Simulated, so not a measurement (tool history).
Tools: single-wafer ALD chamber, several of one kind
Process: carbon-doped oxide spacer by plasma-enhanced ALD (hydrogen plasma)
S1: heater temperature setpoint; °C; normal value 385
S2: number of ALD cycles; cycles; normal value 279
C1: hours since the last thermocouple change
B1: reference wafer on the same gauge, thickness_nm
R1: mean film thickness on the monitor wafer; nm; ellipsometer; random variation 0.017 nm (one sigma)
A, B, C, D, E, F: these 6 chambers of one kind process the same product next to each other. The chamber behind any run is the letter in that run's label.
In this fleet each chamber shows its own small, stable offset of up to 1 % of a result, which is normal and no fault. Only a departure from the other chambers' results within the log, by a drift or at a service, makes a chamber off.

| run | day | S1 | S2 | C1 | B1 | R1 |
|---|---|---|---|---|---|---|
| 1B | 0.233 | 385 | 279 | 1905.2 | 12.997 | 13.967 |
| 2A | 0.367 | 385 | 279 | 120.0 | 12.997 | 14.009 |
| 3E | 0.612 | 385 | 279 | 1731.8 | 12.998 | 13.924 |
| 4D | 0.838 | 385 | 279 | 275.2 | 12.989 | 13.900 |
| 5F | 1.012 | 385 | 279 | 1053.7 | 12.993 | 13.843 |
| 6C | 1.254 | 385 | 279 | 1400.5 | 12.988 | 14.051 |
|  | 1.275 | chamber C: thermocouple changed; heater temperature recalibrated |
| 7D | 1.492 | 385 | 279 | 290.9 | 12.983 | 13.882 |
| 8A | 1.667 | 385 | 279 | 151.2 | 12.986 | 14.052 |
| 9F | 1.879 | 385 | 279 | 1074.5 | 12.986 | 13.819 |
| 10B | 2.108 | 385 | 279 | 1950.2 | 12.984 | 13.943 |
| 11E | 2.238 | 385 | 279 | 1770.8 | 12.982 | 13.898 |
| 12C | 2.438 | 385 | 279 | 27.9 | 12.981 | 14.025 |
| 13A | 2.600 | 385 | 279 | 173.6 | 12.975 | 13.998 |
| 14C | 2.817 | 385 | 279 | 37.0 | 12.971 | 14.061 |
| 15F | 3.017 | 385 | 279 | 1101.8 | 12.971 | 13.786 |
| 16E | 3.246 | 385 | 279 | 1795.0 | 12.971 | 13.890 |
| 17D | 3.379 | 385 | 279 | 336.2 | 12.968 | 13.864 |
| 18B | 3.558 | 385 | 279 | 1985.0 | 12.968 | 13.899 |
| 19C | 3.700 | 385 | 314 | 58.2 | 12.968 | 15.802 |
| 20B | 3.854 | 385 | 314 | 1992.1 | 12.963 | 15.664 |
| 21E | 4.062 | 385 | 314 | 1814.6 | 12.959 | 15.616 |
| 22D | 4.254 | 385 | 314 | 357.2 | 12.961 | 15.609 |
| 23A | 4.383 | 385 | 314 | 216.4 | 12.957 | 15.701 |
| 24F | 4.504 | 385 | 314 | 1137.5 | 12.951 | 15.533 |
| 25C | 4.617 | 385 | 279 | 80.2 | 12.955 | 13.996 |
| 26F | 4.850 | 385 | 279 | 1145.8 | 12.955 | 13.818 |
| 27A | 5.038 | 385 | 279 | 232.1 | 12.953 | 13.983 |
| 28D | 5.175 | 385 | 279 | 379.3 | 12.952 | 13.845 |
| 29E | 5.383 | 374 | 318 | 1846.3 | 12.947 | 15.811 |
| 30B | 5.500 | 374 | 318 | 2031.6 | 12.950 | 15.848 |
| 31C | 5.712 | 374 | 318 | 106.5 | 12.948 | 15.975 |
| 32B | 5.900 | 374 | 318 | 2041.2 | 12.942 | 15.835 |
| 33D | 6.017 | 374 | 318 | 399.5 | 12.945 | 15.760 |
| 34E | 6.188 | 374 | 318 | 1865.6 | 12.944 | 15.796 |
| 35F | 6.312 | 385 | 279 | 1180.9 | 12.943 | 13.788 |
| 36A | 6.500 | 385 | 279 | 267.2 | 12.938 | 13.950 |

Each of the 6 chambers runs these same settings next. Fill in every chamber's results:
| 37A | 6.675 | 385 | 279 |  |  | ? |
| 37B | 6.675 | 385 | 279 |  |  | ? |
| 37C | 6.675 | 385 | 279 |  |  | ? |
| 37D | 6.675 | 385 | 279 |  |  | ? |
| 37E | 6.675 | 385 | 279 |  |  | ? |
| 37F | 6.675 | 385 | 279 |  |  | ? |

| run | R1 |
|---|---|
| 37A | 13.971 |
| 37B | 13.869 |
| 37C | 13.991 |
| 37D | 13.840 |
| 37E | 13.819 |
| 37F | 13.779 |
